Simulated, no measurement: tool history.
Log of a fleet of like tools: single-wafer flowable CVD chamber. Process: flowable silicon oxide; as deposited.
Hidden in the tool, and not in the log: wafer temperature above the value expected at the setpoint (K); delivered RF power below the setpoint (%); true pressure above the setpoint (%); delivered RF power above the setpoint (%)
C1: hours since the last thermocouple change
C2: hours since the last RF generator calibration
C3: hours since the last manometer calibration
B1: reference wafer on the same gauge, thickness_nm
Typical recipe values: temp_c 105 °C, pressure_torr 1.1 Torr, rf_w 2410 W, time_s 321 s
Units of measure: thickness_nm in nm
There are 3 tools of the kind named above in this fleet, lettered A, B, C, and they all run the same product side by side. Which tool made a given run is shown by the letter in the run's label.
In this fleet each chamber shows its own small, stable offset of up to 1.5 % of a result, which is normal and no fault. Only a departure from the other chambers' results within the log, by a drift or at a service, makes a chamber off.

{"run": "1A", "hour": 3.4, "temp_c": 105, "pressure_torr": 1.1, "rf_w": 2410, "time_s": 321, "C1": 780.4, "C2": 2645.1, "C3": 1053.5, "B1": 212.97, "thickness_nm": 250.9}
{"run": "2B", "hour": 6.7, "temp_c": 105, "pressure_torr": 1.1, "rf_w": 2410, "time_s": 321, "C1": 1430.2, "C2": 699.6, "C3": 35.4, "B1": 212.9, "thickness_nm": 249.88}
{"run": "3C", "hour": 10.0, "temp_c": 105, "pressure_torr": 1.1, "rf_w": 2410, "time_s": 321, "C1": 516.2, "C2": 1122.8, "C3": 183.9, "B1": 212.76, "thickness_nm": 247.4}
{"run": "4B", "hour": 13.4, "temp_c": 105, "pressure_torr": 1.1, "rf_w": 2410, "time_s": 321, "C1": 1436.9, "C2": 706.3, "C3": 42.1, "B1": 212.82, "thickness_nm": 250.03}
{"run": "5C", "hour": 16.8, "temp_c": 105, "pressure_torr": 1.1, "rf_w": 2040, "time_s": 321, "C1": 523, "C2": 1129.6, "C3": 190.7, "B1": 212.78, "thickness_nm": 240.1}
{"run": "6A", "hour": 19.1, "temp_c": 105, "pressure_torr": 1.1, "rf_w": 2040, "time_s": 321, "C1": 796.1, "C2": 2660.8, "C3": 1069.2, "B1": 212.72, "thickness_nm": 243.97}
{"run": "7B", "hour": 23.0, "temp_c": 105, "pressure_torr": 1.1, "rf_w": 2040, "time_s": 321, "C1": 1446.5, "C2": 715.9, "C3": 51.7, "B1": 212.59, "thickness_nm": 242.99}
{"run": "8A", "hour": 26.2, "temp_c": 105, "pressure_torr": 1.1, "rf_w": 2410, "time_s": 321, "C1": 803.2, "C2": 2667.9, "C3": 1076.3, "B1": 212.63, "thickness_nm": 250.01}
{"run": "9C", "hour": 30.0, "temp_c": 105, "pressure_torr": 1.1, "rf_w": 2000, "time_s": 321, "C1": 536.2, "C2": 1142.8, "C3": 203.9, "B1": 212.52, "thickness_nm": 239.63}
{"run": "10B", "hour": 32.7, "temp_c": 105, "pressure_torr": 1.1, "rf_w": 2000, "time_s": 321, "C1": 1456.2, "C2": 725.6, "C3": 61.4, "B1": 212.44, "thickness_nm": 241.47}
{"run": "11A", "hour": 36.1, "temp_c": 105, "pressure_torr": 1.1, "rf_w": 2000, "time_s": 321, "C1": 813.1, "C2": 2677.8, "C3": 1086.2, "B1": 212.34, "thickness_nm": 242.95}
{"run": "12C", "hour": 40.5, "temp_c": 105, "pressure_torr": 1.1, "rf_w": 2410, "time_s": 321, "C1": 546.7, "C2": 1153.3, "C3": 214.4, "B1": 212.35, "thickness_nm": 246.86}
{"run": "13A", "hour": 43.2, "temp_c": 94, "pressure_torr": 1.1, "rf_w": 2410, "time_s": 321, "C1": 820.2, "C2": 2684.9, "C3": 1093.3, "B1": 212.17, "thickness_nm": 362.41}
{"run": "14B", "hour": 46.2, "temp_c": 94, "pressure_torr": 1.1, "rf_w": 2410, "time_s": 321, "C1": 1469.7, "C2": 739.1, "C3": 74.9, "B1": 212.24, "thickness_nm": 361.42}
{"run": "15C", "hour": 49.3, "temp_c": 94, "pressure_torr": 1.1, "rf_w": 2410, "time_s": 321, "C1": 555.5, "C2": 1162.1, "C3": 223.2, "B1": 212.3, "thickness_nm": 357.12}
{"run": "16C", "hour": 52.5, "temp_c": 105, "pressure_torr": 1.1, "rf_w": 2410, "time_s": 321, "C1": 558.7, "C2": 1165.3, "C3": 226.4, "B1": 212.31, "thickness_nm": 246.78}
{"run": "17A", "hour": 56.6, "temp_c": 105, "pressure_torr": 1.1, "rf_w": 2410, "time_s": 321, "C1": 833.6, "C2": 2698.3, "C3": 1106.7, "B1": 212.01, "thickness_nm": 249.02}
{"run": "18B", "hour": 60.1, "temp_c": 105, "pressure_torr": 1.1, "rf_w": 2410, "time_s": 321, "C1": 1483.6, "C2": 753, "C3": 88.8, "B1": 212.09, "thickness_nm": 248.85}
{"run": "19A", "hour": 63.6, "temp_c": 105, "pressure_torr": 1.1, "rf_w": 2410, "time_s": 321, "C1": 840.6, "C2": 2705.3, "C3": 1113.7, "B1": 212.07, "thickness_nm": 249.65}
{"run": "20C", "hour": 66.5, "temp_c": 105, "pressure_torr": 1.1, "rf_w": 2410, "time_s": 321, "C1": 572.7, "C2": 1179.3, "C3": 240.4, "B1": 211.94, "thickness_nm": 245.85}
{"run": "21B", "hour": 70.3, "temp_c": 105, "pressure_torr": 1.1, "rf_w": 2410, "time_s": 321, "C1": 1493.8, "C2": 763.2, "C3": 99, "B1": 211.92, "thickness_nm": 249.35}
{"run": "22C", "hour": 75.2, "temp_c": 105, "pressure_torr": 1.1, "rf_w": 2410, "time_s": 321, "C1": 581.4, "C2": 1188, "C3": 249.1, "B1": 211.82, "thickness_nm": 245.91}
{"run": "23A", "hour": 79.8, "temp_c": 105, "pressure_torr": 1.1, "rf_w": 2410, "time_s": 321, "C1": 856.8, "C2": 2721.5, "C3": 1129.9, "B1": 211.73, "thickness_nm": 249.1}
{"run": "24B", "hour": 82.2, "temp_c": 105, "pressure_torr": 1.1, "rf_w": 2410, "time_s": 321, "C1": 1505.7, "C2": 775.1, "C3": 110.9, "B1": 211.63, "thickness_nm": 249.01}
{"run": "25B", "hour": 85.2, "temp_c": 105, "pressure_torr": 1.1, "rf_w": 2410, "time_s": 321, "C1": 1508.7, "C2": 778.1, "C3": 113.9, "B1": 211.59, "thickness_nm": 248.6}
{"run": "26C", "hour": 88.0, "temp_c": 105, "pressure_torr": 1.1, "rf_w": 2410, "time_s": 321, "C1": 594.2, "C2": 1200.8, "C3": 261.9, "B1": 211.72, "thickness_nm": 246.32}

Each of the 3 chambers runs these same settings next. Fill in every chamber's results:
{"run": "27A", "hour": 91.6, "temp_c": 105, "pressure_torr": 1.1, "rf_w": 2410, "time_s": 321, "thickness_nm": "?"}
{"run": "27B", "hour": 91.6, "temp_c": 105, "pressure_torr": 1.1, "rf_w": 2410, "time_s": 321, "thickness_nm": "?"}
{"run": "27C", "hour": 91.6, "temp_c": 105, "pressure_torr": 1.1, "rf_w": 2410, "time_s": 321, "thickness_nm": "?"}

run=27A thickness_nm=249.8
run=27B thickness_nm=249.05
run=27C thickness_nm=246.02

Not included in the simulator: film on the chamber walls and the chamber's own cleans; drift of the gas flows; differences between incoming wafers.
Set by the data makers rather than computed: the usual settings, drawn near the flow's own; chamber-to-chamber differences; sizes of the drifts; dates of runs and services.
